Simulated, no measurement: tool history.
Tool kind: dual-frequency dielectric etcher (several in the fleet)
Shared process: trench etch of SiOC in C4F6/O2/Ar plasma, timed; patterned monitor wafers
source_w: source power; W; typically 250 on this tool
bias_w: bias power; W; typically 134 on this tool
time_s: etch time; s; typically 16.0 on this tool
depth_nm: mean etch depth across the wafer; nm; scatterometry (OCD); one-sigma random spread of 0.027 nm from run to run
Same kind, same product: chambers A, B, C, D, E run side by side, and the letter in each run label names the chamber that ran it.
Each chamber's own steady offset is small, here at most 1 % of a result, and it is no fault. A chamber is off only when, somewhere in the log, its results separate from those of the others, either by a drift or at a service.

run,hour,source_w,bias_w,time_s,"read-back reference wafer on the same gauge, depth_nm",depth_nm
1B,7.1,250,134,16.0,21.596,25.325
2A,15.1,250,134,16.0,21.597,25.156
3C,29.2,250,134,16.0,21.593,25.245
4D,36.9,250,134,16.0,21.590,25.005
5E,46.2,250,134,16.0,21.583,24.981
# hour 53.2: chamber C: wet clean of the chamber
6A,57.2,250,134,16.0,21.580,25.165
# hour 61.8: chamber E: wet clean of the chamber
7D,66.8,250,134,16.0,21.577,24.995
8C,76.2,250,134,16.0,21.577,25.274
# hour 82.6: chamber D: wet clean of the chamber
9B,91.3,250,134,16.0,21.578,25.226
10E,104.8,250,134,16.0,21.569,24.958
11D,115.3,250,134,16.0,21.565,25.016
12C,130.0,250,134,16.0,21.559,25.224
13E,139.6,250,134,16.0,21.566,24.949
14A,149.8,250,134,17.5,21.560,27.449
15B,163.8,250,134,17.5,21.552,27.554
# hour 172.0: chamber B: wet clean of the chamber
16E,174.4,250,134,17.5,21.549,27.287
# hour 180.2: chamber E: bias power generator calibrated
17D,186.9,250,134,17.5,21.542,27.285
18A,197.7,250,134,17.5,21.543,27.442
# hour 201.3: chamber A: wet clean of the chamber
# hour 201.8: chamber C: source power generator calibrated
19B,205.7,250,134,16.0,21.537,25.299
20C,214.9,250,134,16.0,21.535,25.251
21B,221.8,310,134,14.0,21.541,23.988
22C,232.7,310,134,14.0,21.528,24.024
23E,241.7,310,134,14.0,21.531,23.725
24D,250.3,310,134,14.0,21.525,23.719
25A,265.6,310,134,14.0,21.524,23.947
26C,279.0,250,134,16.0,21.523,25.155
27A,292.6,250,134,16.0,21.518,25.096
28E,305.2,250,134,16.0,21.517,24.868
29D,312.7,250,167,16.0,21.514,26.708
30B,319.8,250,167,16.0,21.503,27.033
31A,326.8,250,167,16.0,21.511,26.943

What goes on in this fleet: one chamber off, a drifting gauge, or nothing beyond the chambers' own small offsets? Name the chamber and the cause, if any.

The gauge drifts, so all chambers seem to drift together. No chamber is off.
Most likely cause: gauge reads low (%) = 0.45.

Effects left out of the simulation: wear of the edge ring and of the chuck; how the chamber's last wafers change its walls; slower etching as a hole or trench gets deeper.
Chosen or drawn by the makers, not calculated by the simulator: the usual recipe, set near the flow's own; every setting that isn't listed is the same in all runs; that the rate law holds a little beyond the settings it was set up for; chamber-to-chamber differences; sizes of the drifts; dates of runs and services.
